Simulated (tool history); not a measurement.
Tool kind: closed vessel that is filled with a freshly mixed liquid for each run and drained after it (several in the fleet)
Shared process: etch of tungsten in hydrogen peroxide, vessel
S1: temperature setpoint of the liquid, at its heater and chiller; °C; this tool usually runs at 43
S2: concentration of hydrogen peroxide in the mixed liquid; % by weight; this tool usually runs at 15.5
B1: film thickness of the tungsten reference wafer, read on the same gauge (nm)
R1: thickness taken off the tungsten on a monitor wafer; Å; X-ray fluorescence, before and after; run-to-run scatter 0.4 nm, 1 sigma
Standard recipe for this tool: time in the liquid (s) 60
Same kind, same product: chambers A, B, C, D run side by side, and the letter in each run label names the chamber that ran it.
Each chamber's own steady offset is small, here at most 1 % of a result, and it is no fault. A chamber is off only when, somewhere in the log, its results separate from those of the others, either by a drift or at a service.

Run 1B, hour 4.6: usual settings; B1 90.015. Result: R1 570.7 Å.
Run 2C, hour 9.9: usual settings; B1 90.008. Result: R1 567.52 Å.
Run 3D, hour 15.3: usual settings; B1 89.996. Result: R1 580.31 Å.
Run 4A, hour 20.1: usual settings; B1 90.009. Result: R1 584.6 Å.
Run 5D, hour 22.4: usual settings; B1 90.017. Result: R1 579.72 Å.
Run 6B, hour 26: usual settings; B1 89.979. Result: R1 569.66 Å.
Run 7A, hour 29.1: usual settings; B1 90.009. Result: R1 584.43 Å.
Run 8C, hour 32.8: usual settings; B1 89.973. Result: R1 574.6 Å.
Run 9B, hour 36.9: usual settings; B1 89.959. Result: R1 568.45 Å.
Run 10C, hour 40.5: usual settings; B1 90.01. Result: R1 569.79 Å.
Run 11A, hour 45.3: usual settings; B1 89.973. Result: R1 580.44 Å.
Run 12D, hour 50: usual settings; B1 90.014. Result: R1 588.78 Å.
Run 13C, hour 52.8: usual settings; B1 89.973. Result: R1 569.54 Å.
Run 14D, hour 56.1: usual settings but S1 39 °C, time in the liquid (s) 35; B1 90.012. Result: R1 262.74 Å.
Run 15B, hour 60.1: usual settings but S1 39 °C, time in the liquid (s) 35; B1 90.03. Result: R1 252.71 Å.
Run 16A, hour 63.5: usual settings but S1 39 °C, time in the liquid (s) 35; B1 90.014. Result: R1 260.59 Å.
Run 17B, hour 68.7: usual settings but S1 39 °C, time in the liquid (s) 35; B1 90.007. Result: R1 244.31 Å.
Run 18A, hour 72.1: usual settings but S1 36.5 °C, time in the liquid (s) 30; B1 89.98. Result: R1 191.26 Å.
Run 19D, hour 76.9: usual settings but S1 36.5 °C, time in the liquid (s) 30; B1 89.96. Result: R1 187.38 Å.
Run 20C, hour 81.4: usual settings but S1 36.5 °C, time in the liquid (s) 30; B1 89.978. Result: R1 186.15 Å.
Run 21A, hour 86.4: usual settings but S1 36.5 °C, time in the liquid (s) 30; B1 89.991. Result: R1 191.58 Å.
Run 22B, hour 89.7: usual settings; B1 90.02. Result: R1 530.87 Å.
Run 23C, hour 93.1: usual settings; B1 90.015. Result: R1 572.79 Å.
Run 24D, hour 97.5: usual settings but S2 13.5 % by weight; B1 89.974. Result: R1 542.52 Å.
Run 25C, hour 100.2: usual settings but S2 13.5 % by weight; B1 90.007. Result: R1 533.34 Å.

For the next run the whole fleet of 4 chambers uses the same settings. Give each chamber's results:
Run 26A, hour 104.1: usual settings but time in the liquid (s) 90. Result: R1 ?.
Run 26B, hour 104.1: usual settings but time in the liquid (s) 90. Result: R1 ?.
Run 26C, hour 104.1: usual settings but time in the liquid (s) 90. Result: R1 ?.
Run 26D, hour 104.1: usual settings but time in the liquid (s) 90. Result: R1 ?.

run      R1
26A  870.52
26B  768.15
26C  861.39
26D  869.75
